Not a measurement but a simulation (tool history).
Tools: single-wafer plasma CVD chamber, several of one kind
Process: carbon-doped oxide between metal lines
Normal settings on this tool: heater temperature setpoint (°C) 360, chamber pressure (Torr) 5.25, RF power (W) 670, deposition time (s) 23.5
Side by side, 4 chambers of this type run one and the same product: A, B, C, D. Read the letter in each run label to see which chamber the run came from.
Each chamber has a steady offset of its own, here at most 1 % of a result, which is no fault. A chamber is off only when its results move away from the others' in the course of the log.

run	hour	heater temperature setpoint (°C)	chamber pressure (Torr)	RF power (W)	deposition time (s)	read-back reference wafer on the same gauge, thickness_nm	mean film thickness on the monitor wafer (angstrom)
1C	6.8	360	5.25	670	23.5	125	1412
2A	10.8	360	5.25	670	23.5	125.01	1409.6
3D	19	360	5.25	670	23.5	124.97	1405.4
4B	26.9	360	5.25	670	23.5	124.93	1413.7
5C	31.4	360	5.25	670	23.5	124.97	1410.5
6B	36.8	360	5.25	670	23.5	124.93	1413.3
7D	43.3	348	4.04	670	23.5	124.87	1401.2
8A	48.5	348	4.04	670	23.5	124.88	1402.5
9A	56.2	348	4.04	670	23.5	124.9	1402.9
10C	62.2	348	4.04	670	23.5	124.9	1403.1
11D	67.2	360	5.25	670	23.5	124.85	1404.8
12B	72.2	360	5.25	670	23.5	124.84	1412.5
13B	76.6	374	5.25	730	23.5	124.84	1437.8
14A	83.1	374	5.25	730	23.5	124.86	1435.4
15D	86.7	374	5.25	730	23.5	124.83	1431.9
16C	91	374	5.25	730	23.5	124.79	1438.3
17A	95.3	360	5.25	670	23.5	124.77	1408.3
18D	101.2	360	5.25	670	23.5	124.78	1401.9
19C	107.9	372	5.25	670	19.1	124.82	1117.3
20B	114.1	372	5.25	670	19.1	124.74	1118.1
21B	121.1	372	5.25	670	19.1	124.76	1118.7
# hour 121.8: chamber B: thermocouple changed; heater temperature recalibrated
22D	128.8	372	5.25	670	19.1	124.76	1111.1
23A	134.1	360	5.25	670	23.5	124.72	1407.2
24C	140.5	360	5.25	670	23.5	124.7	1405.5
25D	147	360	5.25	670	23.5	124.7	1402.6
26C	154	360	5.25	670	23.5	124.68	1405.8
27B	161.6	360	5.25	670	23.5	124.68	1413.1
28A	166.9	360	5.25	670	23.5	124.64	1404.2
29A	172.3	360	5.25	670	23.5	124.68	1407.2
30D	180	360	5.25	670	23.5	124.66	1401.7
31B	185.3	360	5.25	670	23.5	124.64	1411
32C	189.1	360	5.25	670	23.5	124.59	1404.9
33D	193.7	360	5.25	670	23.5	124.6	1402
34B	199.9	360	5.25	670	23.5	124.56	1409.3
35A	204	360	5.25	670	23.5	124.58	1404.9
36C	209.7	360	5.25	670	23.5	124.57	1403.6
37C	217.7	360	5.25	670	23.5	124.56	1407.3
38D	225.9	360	5.25	670	23.5	124.51	1402
39A	233.4	360	5.25	670	23.5	124.53	1403.2
40B	241.6	350	4.7	670	23.5	124.54	1424
41A	249.8	350	4.7	670	23.5	124.5	1419.2
42D	256.5	350	4.7	670	23.5	124.48	1415.4

Next, all 4 chambers run the settings below, one line each with question marks for the results. What does each chamber give?
43A	262.4	360	5.25	620	23.5		?
43B	262.4	360	5.25	620	23.5		?
43C	262.4	360	5.25	620	23.5		?
43D	262.4	360	5.25	620	23.5		?

run	mean film thickness on the monitor wafer (angstrom)
43A	1339.1
43B	1343
43C	1339.9
43D	1335.7
